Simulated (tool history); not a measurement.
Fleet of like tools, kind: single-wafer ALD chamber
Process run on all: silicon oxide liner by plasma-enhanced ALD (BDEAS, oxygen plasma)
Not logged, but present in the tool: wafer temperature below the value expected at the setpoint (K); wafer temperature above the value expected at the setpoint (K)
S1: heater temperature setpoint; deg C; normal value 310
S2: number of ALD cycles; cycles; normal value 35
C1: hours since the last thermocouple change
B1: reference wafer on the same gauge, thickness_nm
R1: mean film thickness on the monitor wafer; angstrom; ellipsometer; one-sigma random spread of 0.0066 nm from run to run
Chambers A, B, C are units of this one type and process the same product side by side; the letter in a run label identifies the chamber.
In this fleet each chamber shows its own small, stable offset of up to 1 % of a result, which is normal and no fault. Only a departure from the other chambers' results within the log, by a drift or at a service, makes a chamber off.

{"run": "1A", "hour": 6.3, "S1": 310, "S2": 35, "C1": 144.6, "B1": 3.4595, "R1": 32.035}
{"run": "2C", "hour": 13.2, "S1": 310, "S2": 35, "C1": 761.8, "B1": 3.4604, "R1": 32.122}
{"run": "3B", "hour": 21.2, "S1": 310, "S2": 35, "C1": 179.3, "B1": 3.4605, "R1": 31.838}
{"run": "4B", "hour": 29.2, "S1": 310, "S2": 35, "C1": 187.3, "B1": 3.4588, "R1": 31.944}
{"run": "5C", "hour": 33.7, "S1": 310, "S2": 35, "C1": 782.3, "B1": 3.4601, "R1": 31.985}
{"run": "6A", "hour": 38.7, "S1": 304, "S2": 35, "C1": 177, "B1": 3.4582, "R1": 32.376}
{"run": "7C", "hour": 44.8, "S1": 304, "S2": 35, "C1": 793.4, "B1": 3.4606, "R1": 32.416}
{"run": "8A", "hour": 53.0, "S1": 304, "S2": 35, "C1": 191.3, "B1": 3.459, "R1": 32.25}
{"run": "9B", "hour": 60.5, "S1": 310, "S2": 35, "C1": 218.6, "B1": 3.4596, "R1": 31.703}
{"run": "10A", "hour": 65.5, "S1": 310, "S2": 35, "C1": 203.8, "B1": 3.4603, "R1": 32.063}
{"run": "11C", "hour": 73.9, "S1": 300, "S2": 35, "C1": 822.5, "B1": 3.46, "R1": 32.489}
{"run": "12B", "hour": 80.5, "S1": 300, "S2": 35, "C1": 238.6, "B1": 3.4592, "R1": 32.214}
{"run": "13A", "hour": 86.3, "S1": 300, "S2": 35, "C1": 224.6, "B1": 3.4608, "R1": 32.485}
{"run": "14B", "hour": 94.1, "S1": 320, "S2": 35, "C1": 252.2, "B1": 3.4594, "R1": 31.354}
{"run": "15C", "hour": 102.6, "S1": 320, "S2": 35, "C1": 851.2, "B1": 3.4581, "R1": 31.631}
{"run": "16B", "hour": 111.3, "S1": 320, "S2": 35, "C1": 269.4, "B1": 3.4603, "R1": 31.39}
{"run": "17C", "hour": 118.3, "S1": 310, "S2": 35, "C1": 866.9, "B1": 3.4609, "R1": 32.095}
{"run": "18A", "hour": 123.6, "S1": 310, "S2": 35, "C1": 261.9, "B1": 3.4595, "R1": 32.041}
{"run": "19C", "hour": 130.7, "S1": 310, "S2": 35, "C1": 879.3, "B1": 3.4606, "R1": 32.107}
{"run": "20B", "hour": 137.6, "S1": 310, "S2": 35, "C1": 295.7, "B1": 3.459, "R1": 31.705}
{"run": "21A", "hour": 141.8, "S1": 310, "S2": 35, "C1": 280.1, "B1": 3.4608, "R1": 31.982}
{"run": "22A", "hour": 146.1, "S1": 310, "S2": 35, "C1": 284.4, "B1": 3.459, "R1": 31.941}
{"run": "23B", "hour": 154.3, "S1": 310, "S2": 35, "C1": 312.4, "B1": 3.4614, "R1": 31.861}
{"run": "24C", "hour": 162.8, "S1": 310, "S2": 35, "C1": 911.4, "B1": 3.4615, "R1": 32.088}
{"run": "25A", "hour": 171.0, "S1": 310, "S2": 35, "C1": 309.3, "B1": 3.4609, "R1": 32.029}
{"run": "26B", "hour": 179.4, "S1": 310, "S2": 35, "C1": 337.5, "B1": 3.4594, "R1": 31.928}
{"run": "27C", "hour": 187.9, "S1": 310, "S2": 35, "C1": 936.5, "B1": 3.4612, "R1": 32.001}
{"run": "28B", "hour": 193.7, "S1": 310, "S2": 35, "C1": 351.8, "B1": 3.4588, "R1": 31.902}
{"run": "29A", "hour": 198.8, "S1": 310, "S2": 35, "C1": 337.1, "B1": 3.4609, "R1": 31.918}
{"run": "30C", "hour": 204.7, "S1": 310, "S2": 35, "C1": 953.3, "B1": 3.4604, "R1": 31.907}
{"run": "31C", "hour": 213.5, "S1": 310, "S2": 35, "C1": 962.1, "B1": 3.4593, "R1": 32.114}
{"run": "32A", "hour": 220.5, "S1": 310, "S2": 35, "C1": 358.8, "B1": 3.4594, "R1": 31.88}
{"run": "33B", "hour": 227.4, "S1": 310, "S2": 35, "C1": 385.5, "B1": 3.4571, "R1": 31.699}
{"run": "34C", "hour": 236.7, "S1": 310, "S2": 35, "C1": 985.3, "B1": 3.459, "R1": 32.055}
{"run": "35A", "hour": 242.1, "S1": 310, "S2": 35, "C1": 380.4, "B1": 3.4588, "R1": 31.984}
{"run": "36B", "hour": 251.5, "S1": 310, "S2": 35, "C1": 409.6, "B1": 3.4598, "R1": 31.925}
{"run": "37C", "hour": 257.7, "S1": 310, "S2": 35, "C1": 1006.3, "B1": 3.4614, "R1": 31.93}
{"run": "38A", "hour": 262.9, "S1": 322, "S2": 30, "C1": 401.2, "B1": 3.4586, "R1": 26.991}
{"run": "39B", "hour": 270.7, "S1": 322, "S2": 30, "C1": 428.8, "B1": 3.4604, "R1": 26.79}

Read the log: is a single chamber off, either drifting away or since a service, is the gauge that measures every chamber drifting, or is nothing wrong beyond small per-chamber offsets? Name any odd chamber and what most likely caused it.

All chambers stay in line apart from their small fixed offsets, and the gauge does not drift.
